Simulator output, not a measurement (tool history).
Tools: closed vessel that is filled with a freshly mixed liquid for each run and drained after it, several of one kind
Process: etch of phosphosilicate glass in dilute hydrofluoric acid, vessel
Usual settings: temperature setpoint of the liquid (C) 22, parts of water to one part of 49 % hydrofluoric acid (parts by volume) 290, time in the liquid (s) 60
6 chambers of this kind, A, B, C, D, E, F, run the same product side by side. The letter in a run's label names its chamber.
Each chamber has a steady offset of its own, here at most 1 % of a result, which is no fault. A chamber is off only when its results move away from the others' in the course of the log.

run,hour,temperature setpoint of the liquid (C),parts of water to one part of 49 % hydrofluoric acid (parts by volume),time in the liquid (s),"read-back film thickness of the phosphosilicate glass reference wafer, read on the same gauge (nm)",thickness taken off the phosphosilicate glass on a monitor wafer (Å)
# hour 2.3: chamber F: hydrofluoric acid flow meter replaced
1D,8.8,22,290,60,130.00,312.68
2F,20.7,22,290,60,129.99,316.32
3E,30.6,22,290,60,130.00,312.12
4B,37.8,22,290,60,129.99,312.24
5A,44.8,22,290,60,130.00,314.37
6C,51.9,22,195,60,130.00,520.94
7E,61.4,22,195,60,130.00,506.26
8D,73.1,22,195,60,130.01,510.76
9A,82.3,22,195,60,129.99,515.84
10B,88.7,22,195,60,129.99,520.88
11C,95.1,22,195,60,129.99,517.57
12F,106.2,22,290,60,130.00,314.71
# hour 110.7: chamber F: thermometer replaced
13F,111.6,22,290,60,130.00,313.24
14C,123.6,19,290,85,130.00,395.85
15D,129.4,19,290,85,130.00,398.27
16B,138.4,19,290,85,129.99,395.51
17E,144.8,19,290,85,129.99,395.97
18A,153.1,19,290,85,129.99,396.48
19D,164.7,19,290,85,129.99,395.22
20C,173.9,22,290,60,130.00,313.53
21A,183.1,22,175,90,129.99,887.00
22F,193.1,22,175,90,129.99,874.96
23E,200.6,22,175,90,130.01,859.83
24B,210.5,22,175,90,130.02,873.13
25B,218.1,22,175,90,129.99,879.52
26C,225.3,22,175,90,130.01,858.13
27F,233.4,22,290,60,130.00,315.79
28A,239.7,22,290,60,129.99,318.39
29D,247.5,25,290,60,130.01,352.15
30E,259.0,25,290,60,130.00,342.31
31A,268.4,25,290,60,129.99,346.24
32D,279.7,25,290,60,129.99,349.30
33C,288.3,25,290,60,130.00,333.85
34B,294.2,25,290,60,130.00,339.71
35F,304.0,22,290,60,130.01,313.69
36E,313.5,19,290,60,130.01,280.67
37C,323.3,19,290,60,130.00,269.25
38D,333.0,19,290,60,130.02,281.16
39F,340.4,19,290,60,130.00,280.25
40E,351.9,19,290,60,130.00,281.92
41A,363.5,19,290,60,130.00,280.35
42B,370.0,22,290,60,130.01,310.28
43A,377.4,22,290,60,129.99,320.36

Is one chamber off against the others, does the gauge drift, or is nothing wrong? If a chamber is off, say which, and what the likeliest cause is.

Chamber C drifts away from the others.
Cause: liquid colder than its thermometer reads (K) = 1.95.
The log may not tell that from: hydrofluoric acid flow below the setpoint (%).

Here are 4 candidates for chamber C's next run, each the usual settings with a change, their results left as question marks. Which one brings its results back in line with what the others give on the usual settings?
In line means no further than this from the other chambers' mean on the usual settings: thickness taken off the phosphosilicate glass on a monitor wafer (Å) 8.40
44C-1,385.9,22.5,290,60,,?
44C-2,385.9,22.0,295,60,,?
44C-3,385.9,22.0,305,60,,?
44C-4,385.9,24.0,290,60,,?

The other chambers' mean on the usual settings: thickness taken off the phosphosilicate glass on a monitor wafer (Å) 312.35
run,thickness taken off the phosphosilicate glass on a monitor wafer (Å)
44C-1,299.28
44C-2,287.51
44C-3,275.49
44C-4,315.60
44C-4 brings the chamber back in line.
